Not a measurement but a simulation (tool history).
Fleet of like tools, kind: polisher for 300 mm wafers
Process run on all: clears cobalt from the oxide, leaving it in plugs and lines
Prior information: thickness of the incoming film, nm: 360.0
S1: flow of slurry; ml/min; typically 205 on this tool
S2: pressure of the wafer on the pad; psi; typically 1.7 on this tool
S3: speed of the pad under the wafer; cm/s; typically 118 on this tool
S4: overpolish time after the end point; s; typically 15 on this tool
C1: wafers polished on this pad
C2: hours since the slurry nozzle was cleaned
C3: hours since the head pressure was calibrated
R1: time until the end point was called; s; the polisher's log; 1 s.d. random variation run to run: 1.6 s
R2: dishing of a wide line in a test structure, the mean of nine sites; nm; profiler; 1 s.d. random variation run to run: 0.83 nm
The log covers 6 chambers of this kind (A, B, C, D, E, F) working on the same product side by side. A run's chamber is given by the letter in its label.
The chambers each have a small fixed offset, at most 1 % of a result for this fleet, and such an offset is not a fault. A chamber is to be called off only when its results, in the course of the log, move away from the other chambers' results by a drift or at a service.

Run 1F, day 0.583: usual settings; C1 831; C2 646.9; C3 184.8. Result: R1 89.031 s, R2 42.251 nm.
At day 0.717: chamber B: worn pad replaced by a new one.
At day 0.896: chamber E: slurry nozzle cleaned.
Run 2B, day 1.183: usual settings; C1 156; C2 498.9; C3 603.4. Result: R1 86.357 s, R2 42.863 nm.
Run 3C, day 1.725: usual settings; C1 1200; C2 401.5; C3 698.8. Result: R1 87.522 s, R2 42.97 nm.
At day 1.912: chamber C: worn pad replaced by a new one.
At day 2.238: chamber F: worn pad replaced by a new one.
Run 4E, day 2.258: usual settings; C1 1096; C2 32.7; C3 488.8. Result: R1 84.783 s, R2 42.2 nm.
At day 2.575: chamber D: worn pad replaced by a new one.
At day 2.708: chamber A: worn pad replaced by a new one.
Run 5D, day 2.854: usual settings; C1 94; C2 108.2; C3 350.2. Result: R1 89.987 s, R2 42.698 nm.
Run 6A, day 3.325: usual settings but S1 240 ml/min, S2 1.4 psi; C1 206; C2 85.3; C3 188.8. Result: R1 101.86 s, R2 38.157 nm.
At day 3.396: chamber E: worn pad replaced by a new one.
Run 7C, day 3.875: usual settings but S1 240 ml/min, S2 1.4 psi; C1 657; C2 453.1; C3 750.4. Result: R1 101.97 s, R2 38.291 nm.
Run 8E, day 4.371: usual settings but S1 240 ml/min, S2 1.4 psi; C1 327; C2 83.4; C3 539.5. Result: R1 100.71 s, R2 36.216 nm.
Run 9F, day 4.933: usual settings but S1 240 ml/min, S2 1.4 psi; C1 903; C2 751.3; C3 289.2. Result: R1 104.49 s, R2 37.593 nm.
At day 5.046: chamber F: slurry nozzle cleaned.
At day 5.358: chamber B: worn pad replaced by a new one.
At day 5.404: chamber C: head pressure recalibrated.
Run 10B, day 5.475: usual settings but S1 240 ml/min, S2 1.4 psi; C1 39; C2 601.9; C3 706.4. Result: R1 101.57 s, R2 37.601 nm.
At day 5.7: chamber C: worn pad replaced by a new one.
At day 5.975: chamber F: worn pad replaced by a new one.
Run 11A, day 6.142: usual settings but S1 240 ml/min, S2 1.4 psi; C1 1150; C2 152.9; C3 256.4. Result: R1 107.15 s, R2 39.625 nm.
Run 12D, day 6.771: usual settings; C1 1406; C2 202.2; C3 444.2. Result: R1 88.424 s, R2 42.548 nm.
At day 7.246: chamber D: worn pad replaced by a new one.
Run 13F, day 7.275: usual settings; C1 435; C2 53.5; C3 345.4. Result: R1 88.612 s, R2 41.797 nm.
At day 7.312: chamber C: slurry nozzle cleaned.
At day 7.533: chamber A: worn pad replaced by a new one.
At day 7.579: chamber E: worn pad replaced by a new one.
Run 14C, day 7.854: usual settings; C1 722; C2 13; C3 58.9. Result: R1 89.187 s, R2 42.588 nm.
Run 15D, day 8.167: usual settings; C1 308; C2 235.7; C3 477.7. Result: R1 88.327 s, R2 41.711 nm.
Run 16A, day 8.833: usual settings; C1 435; C2 217.5; C3 321. Result: R1 86.567 s, R2 41.255 nm.
Run 17E, day 9.375: usual settings; C1 601; C2 203.5; C3 659.6. Result: R1 87.785 s, R2 42.19 nm.
At day 9.688: chamber F: worn pad replaced by a new one.
Run 18B, day 9.838: usual settings but S3 78 cm/s, S4 21 s; C1 1500; C2 706.6; C3 811.1. Result: R1 133.77 s, R2 40.58 nm.
At day 10.104: chamber B: worn pad replaced by a new one.
Run 19F, day 10.404: usual settings but S3 78 cm/s, S4 21 s; C1 240; C2 128.6; C3 420.5. Result: R1 130.47 s, R2 39.798 nm.
At day 10.588: chamber C: worn pad replaced by a new one.
At day 10.654: chamber B: head pressure recalibrated.
Run 20C, day 10.908: usual settings but S3 78 cm/s, S4 21 s; C1 107; C2 86.3; C3 132.2. Result: R1 133.04 s, R2 40.018 nm.
At day 11.054: chamber A: slurry nozzle cleaned.
At day 11.442: chamber A: worn pad replaced by a new one.
Run 21D, day 11.442: usual settings but S3 78 cm/s, S4 21 s; C1 1405; C2 314.3; C3 556.3. Result: R1 131.95 s, R2 40.226 nm.
At day 11.588: chamber D: worn pad replaced by a new one.
Run 22B, day 11.988: usual settings but S3 78 cm/s, S4 21 s; C1 631; C2 758.2; C3 32.1. Result: R1 130.55 s, R2 40.765 nm.
At day 12.262: chamber E: worn pad replaced by a new one.
Run 23A, day 12.312: usual settings but S3 78 cm/s, S4 21 s; C1 292; C2 30.3; C3 404.5. Result: R1 130.87 s, R2 40.121 nm.
Run 24E, day 12.704: usual settings but S1 155 ml/min, S3 158 cm/s; C1 148; C2 283.4; C3 739.5. Result: R1 68.585 s, R2 46.898 nm.
Run 25C, day 13: usual settings but S1 155 ml/min, S3 158 cm/s; C1 808; C2 136.5; C3 182.4. Result: R1 67.223 s, R2 48.904 nm.
At day 13.192: chamber A: head pressure recalibrated.
At day 13.242: chamber B: slurry nozzle cleaned.
Run 26D, day 13.546: usual settings but S1 155 ml/min, S3 158 cm/s; C1 656; C2 364.8; C3 606.8. Result: R1 67.538 s, R2 48.775 nm.
At day 13.558: chamber D: head pressure recalibrated.
At day 13.712: chamber F: head pressure recalibrated.
Run 27F, day 14.017: usual settings but S1 155 ml/min, S3 158 cm/s; C1 1450; C2 215.3; C3 7.4. Result: R1 67.411 s, R2 47.82 nm.
At day 14.417: chamber F: worn pad replaced by a new one.
At day 14.529: chamber D: slurry nozzle cleaned.
At day 14.642: chamber C: worn pad replaced by a new one.
Run 28A, day 14.683: usual settings but S1 155 ml/min, S3 158 cm/s; C1 1086; C2 87.2; C3 35.8. Result: R1 67.677 s, R2 50.317 nm.
At day 14.738: chamber B: worn pad replaced by a new one.
At day 15.171: chamber E: slurry nozzle cleaned.
Run 29B, day 15.317: usual settings but S1 155 ml/min, S3 158 cm/s; C1 194; C2 49.8; C3 112. Result: R1 69.03 s, R2 50.191 nm.
At day 15.4: chamber E: head pressure recalibrated.
Run 30E, day 15.662: usual settings; C1 1139; C2 11.8; C3 6.4. Result: R1 86.436 s, R2 43.192 nm.
At day 15.917: chamber A: worn pad replaced by a new one.
Run 31A, day 16.129: usual settings; C1 72; C2 121.9; C3 70.5. Result: R1 88.347 s, R2 42.099 nm.
At day 16.583: chamber D: worn pad replaced by a new one.
At day 16.7: chamber E: worn pad replaced by a new one.
Run 32E, day 16.771: usual settings; C1 24; C2 38.4; C3 33. Result: R1 85.086 s, R2 40.412 nm.
Run 33D, day 17.321: usual settings; C1 248; C2 67; C3 90.3. Result: R1 78.964 s, R2 44.79 nm.
Run 34B, day 17.704: usual settings; C1 993; C2 107.1; C3 169.3. Result: R1 89.556 s, R2 41.845 nm.
Run 35F, day 18.375: usual settings; C1 1325; C2 319.9; C3 112. Result: R1 89.027 s, R2 44.045 nm.
At day 18.492: chamber C: worn pad replaced by a new one.
Run 36C, day 18.679: usual settings; C1 63; C2 272.8; C3 318.7. Result: R1 85.324 s, R2 41.988 nm.
At day 18.925: chamber B: worn pad replaced by a new one.
Run 37E, day 19.192: usual settings; C1 835; C2 96.5; C3 91.1. Result: R1 87.128 s, R2 40.937 nm.
At day 19.346: chamber F: worn pad replaced by a new one.
Run 38B, day 19.7: usual settings; C1 260; C2 155; C3 217.2. Result: R1 89.638 s, R2 42.433 nm.
Run 39A, day 20.012: usual settings; C1 1372; C2 215.1; C3 163.7. Result: R1 87.14 s, R2 41.633 nm.
Run 40D, day 20.392: usual settings but S3 96 cm/s; C1 1276; C2 140.7; C3 164. Result: R1 93.915 s, R2 40.618 nm.
Run 41C, day 20.929: usual settings but S3 96 cm/s; C1 817; C2 326.8; C3 372.7. Result: R1 104.74 s, R2 38.677 nm.
Run 42F, day 21.467: usual settings but S3 96 cm/s; C1 711; C2 394.1; C3 186.2. Result: R1 107.12 s, R2 36.931 nm.

What goes on in this fleet: one chamber off, a drifting gauge, or nothing beyond the chambers' own small offsets? Name the chamber and the cause, if any.

The work done on chamber D during a service left it standing apart from the others.
Most likely cause: head's pressure above its setpoint, % = 10.3.

Which of the 4 candidates below, each the usual settings with something changed and its results left as question marks, puts chamber D back in line with what the other chambers give on the usual settings?
In-line tolerance around the mean of the other chambers on the usual settings: R1 5.6 s; R2 2.9 nm
Run 43D-1, day 21.95: usual settings but S2 1.8 psi, S3 124 cm/s. Result: R1 ?, R2 ?.
Run 43D-2, day 21.95: usual settings but S1 210 ml/min, S2 1.9 psi, S3 130 cm/s. Result: R1 ?, R2 ?.
Run 43D-3, day 21.95: usual settings but S2 1.6 psi, S3 112 cm/s. Result: R1 ?, R2 ?.
Run 43D-4, day 21.95: usual settings but S1 200 ml/min, S2 1.5 psi, S3 106 cm/s. Result: R1 ?, R2 ?.

Other chambers, usual settings, mean: R1 86.929 s; R2 42.35 nm
  run      R1      R2
43D-1  70.943  48.228
43D-2  63.878  51.135
43D-3  88.464  42.131
43D-4   100.1  38.808
With 43D-3, the chamber falls back in line with the rest.
